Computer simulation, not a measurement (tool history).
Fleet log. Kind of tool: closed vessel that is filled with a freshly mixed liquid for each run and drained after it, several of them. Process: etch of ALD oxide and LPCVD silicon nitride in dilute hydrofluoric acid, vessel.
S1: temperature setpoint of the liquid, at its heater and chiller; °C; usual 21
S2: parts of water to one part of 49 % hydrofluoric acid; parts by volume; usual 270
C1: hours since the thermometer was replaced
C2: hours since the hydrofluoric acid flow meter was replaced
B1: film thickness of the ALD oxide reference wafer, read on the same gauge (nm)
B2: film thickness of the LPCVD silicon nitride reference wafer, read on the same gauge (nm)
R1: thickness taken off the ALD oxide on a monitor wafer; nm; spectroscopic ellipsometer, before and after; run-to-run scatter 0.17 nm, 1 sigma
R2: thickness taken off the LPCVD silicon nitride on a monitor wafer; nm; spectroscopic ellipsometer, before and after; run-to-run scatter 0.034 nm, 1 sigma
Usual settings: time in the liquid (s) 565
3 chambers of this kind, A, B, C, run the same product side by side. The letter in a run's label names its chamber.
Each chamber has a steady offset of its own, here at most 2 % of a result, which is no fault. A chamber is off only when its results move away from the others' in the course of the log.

run 1C hour=10.5 | S1=21 S2=270 time_in_the_liquid_(s)=565 | C1=372.1 C2=258.4 | B1=90.02 B2=80.042 | R1=18.807 R2=0.93114
run 2A hour=19.7 | S1=21 S2=270 time_in_the_liquid_(s)=565 | C1=532 C2=79.5 | B1=89.993 B2=79.989 | R1=18.344 R2=1.0092
run 3B hour=33.7 | S1=21 S2=270 time_in_the_liquid_(s)=565 | C1=1245.7 C2=595.9 | B1=90.004 B2=79.98 | R1=18.667 R2=0.99181
run 4C hour=47.8 | S1=21 S2=270 time_in_the_liquid_(s)=565 | C1=409.4 C2=295.7 | B1=89.996 B2=79.936 | R1=18.874 R2=0.99924
run 5B hour=58.8 | S1=21 S2=270 time_in_the_liquid_(s)=565 | C1=1270.8 C2=621 | B1=89.997 B2=80.036 | R1=18.401 R2=0.98497
run 6A hour=70.2 | S1=21 S2=270 time_in_the_liquid_(s)=565 | C1=582.5 C2=130 | B1=90.007 B2=80.029 | R1=18.108 R2=0.98828
run 7C hour=76.7 | S1=21 S2=270 time_in_the_liquid_(s)=565 | C1=438.3 C2=324.6 | B1=89.998 B2=80.021 | R1=18.516 R2=1.0436
run 8B hour=84.7 | S1=17.5 S2=270 time_in_the_liquid_(s)=295 | C1=1296.7 C2=646.9 | B1=89.991 B2=79.987 | R1=8.3956 R2=0.40238
run 9A hour=98.2 | S1=17.5 S2=270 time_in_the_liquid_(s)=295 | C1=610.5 C2=158 | B1=89.994 B2=79.99 | R1=8.4489 R2=0.40754
run 10A hour=109.5 | S1=17.5 S2=270 time_in_the_liquid_(s)=295 | C1=621.8 C2=169.3 | B1=89.992 B2=79.988 | R1=8.2413 R2=0.42114
run 11C hour=120.6 | S1=25.5 S2=270 time_in_the_liquid_(s)=565 | C1=482.2 C2=368.5 | B1=90.009 B2=79.925 | R1=21.724 R2=1.2816
run 12B hour=127 | S1=25.5 S2=270 time_in_the_liquid_(s)=565 | C1=1339 C2=689.2 | B1=90.009 B2=80 | R1=21.887 R2=1.2553
run 13A hour=140 | S1=25.5 S2=270 time_in_the_liquid_(s)=565 | C1=652.3 C2=199.8 | B1=89.995 B2=80.008 | R1=21.073 R2=1.2666
run 14B hour=149 | S1=21 S2=370 time_in_the_liquid_(s)=765 | C1=1361 C2=711.2 | B1=89.996 B2=79.997 | R1=16.556 R2=0.97013
run 15C hour=161.8 | S1=21 S2=370 time_in_the_liquid_(s)=765 | C1=523.4 C2=409.7 | B1=90.008 B2=79.992 | R1=17.154 R2=1.0045
run 16B hour=170 | S1=21 S2=370 time_in_the_liquid_(s)=765 | C1=1382 C2=732.2 | B1=90.002 B2=79.981 | R1=16.646 R2=0.96065
run 17C hour=182.2 | S1=21 S2=270 time_in_the_liquid_(s)=565 | C1=543.8 C2=430.1 | B1=89.996 B2=80.031 | R1=18.606 R2=0.99631
run 18A hour=189.5 | S1=21 S2=270 time_in_the_liquid_(s)=565 | C1=701.8 C2=249.3 | B1=89.99 B2=80.027 | R1=17.639 R2=0.92503
run 19B hour=195.7 | S1=21 S2=395 time_in_the_liquid_(s)=670 | C1=1407.7 C2=757.9 | B1=89.993 B2=80.002 | R1=13.408 R2=0.82343
run 20C hour=206.3 | S1=21 S2=395 time_in_the_liquid_(s)=670 | C1=567.9 C2=454.2 | B1=89.986 B2=79.99 | R1=13.553 R2=0.80532
run 21A hour=218.6 | S1=21 S2=395 time_in_the_liquid_(s)=670 | C1=730.9 C2=278.4 | B1=90.006 B2=79.926 | R1=12.411 R2=0.75709
run 22B hour=228.8 | S1=21 S2=270 time_in_the_liquid_(s)=565 | C1=1440.8 C2=791 | B1=90.004 B2=79.989 | R1=18.404 R2=0.95569
run 23C hour=242.7 | S1=21 S2=270 time_in_the_liquid_(s)=565 | C1=604.3 C2=490.6 | B1=90.001 B2=80.013 | R1=18.553 R2=0.91958
run 24A hour=251.4 | S1=21 S2=270 time_in_the_liquid_(s)=565 | C1=763.7 C2=311.2 | B1=90.006 B2=80.02 | R1=17.176 R2=0.96329
run 25C hour=263.2 | S1=21 S2=270 time_in_the_liquid_(s)=565 | C1=624.8 C2=511.1 | B1=90.002 B2=80.019 | R1=18.604 R2=1.0108
run 26B hour=272.2 | S1=19 S2=270 time_in_the_liquid_(s)=295 | C1=1484.2 C2=834.4 | B1=89.985 B2=80.035 | R1=8.922 R2=0.46576
run 27A hour=278.8 | S1=19 S2=270 time_in_the_liquid_(s)=295 | C1=791.1 C2=338.6 | B1=89.982 B2=80.02 | R1=8.3353 R2=0.40793
run 28A hour=291.3 | S1=19 S2=270 time_in_the_liquid_(s)=295 | C1=803.6 C2=351.1 | B1=90.008 B2=79.972 | R1=8.2215 R2=0.40082
run 29B hour=299.8 | S1=21 S2=270 time_in_the_liquid_(s)=565 | C1=1511.8 C2=862 | B1=89.996 B2=79.966 | R1=18.219 R2=0.98828
run 30C hour=312.5 | S1=21 S2=270 time_in_the_liquid_(s)=565 | C1=674.1 C2=560.4 | B1=90.013 B2=79.991 | R1=18.348 R2=0.95651
run 31A hour=321.2 | S1=21 S2=270 time_in_the_liquid_(s)=565 | C1=833.5 C2=381 | B1=89.995 B2=79.984 | R1=16.961 R2=0.85167
run 32B hour=333.5 | S1=21 S2=270 time_in_the_liquid_(s)=565 | C1=1545.5 C2=895.7 | B1=90.001 B2=80.051 | R1=18.476 R2=0.98743
run 33C hour=341.6 | S1=21 S2=270 time_in_the_liquid_(s)=405 | C1=703.2 C2=589.5 | B1=90.01 B2=79.987 | R1=13.298 R2=0.69901

Predict what each chamber gives when all 3 of them run the settings below next.
run 34A hour=351.8 | S1=21 S2=270 time_in_the_liquid_(s)=565 | R1=? R2=?
run 34B hour=351.8 | S1=21 S2=270 time_in_the_liquid_(s)=565 | R1=? R2=?
run 34C hour=351.8 | S1=21 S2=270 time_in_the_liquid_(s)=565 | R1=? R2=?

run=34A R1=16.588 R2=0.84043
run=34B R1=18.511 R2=1.0812
run=34C R1=18.613 R2=0.96512

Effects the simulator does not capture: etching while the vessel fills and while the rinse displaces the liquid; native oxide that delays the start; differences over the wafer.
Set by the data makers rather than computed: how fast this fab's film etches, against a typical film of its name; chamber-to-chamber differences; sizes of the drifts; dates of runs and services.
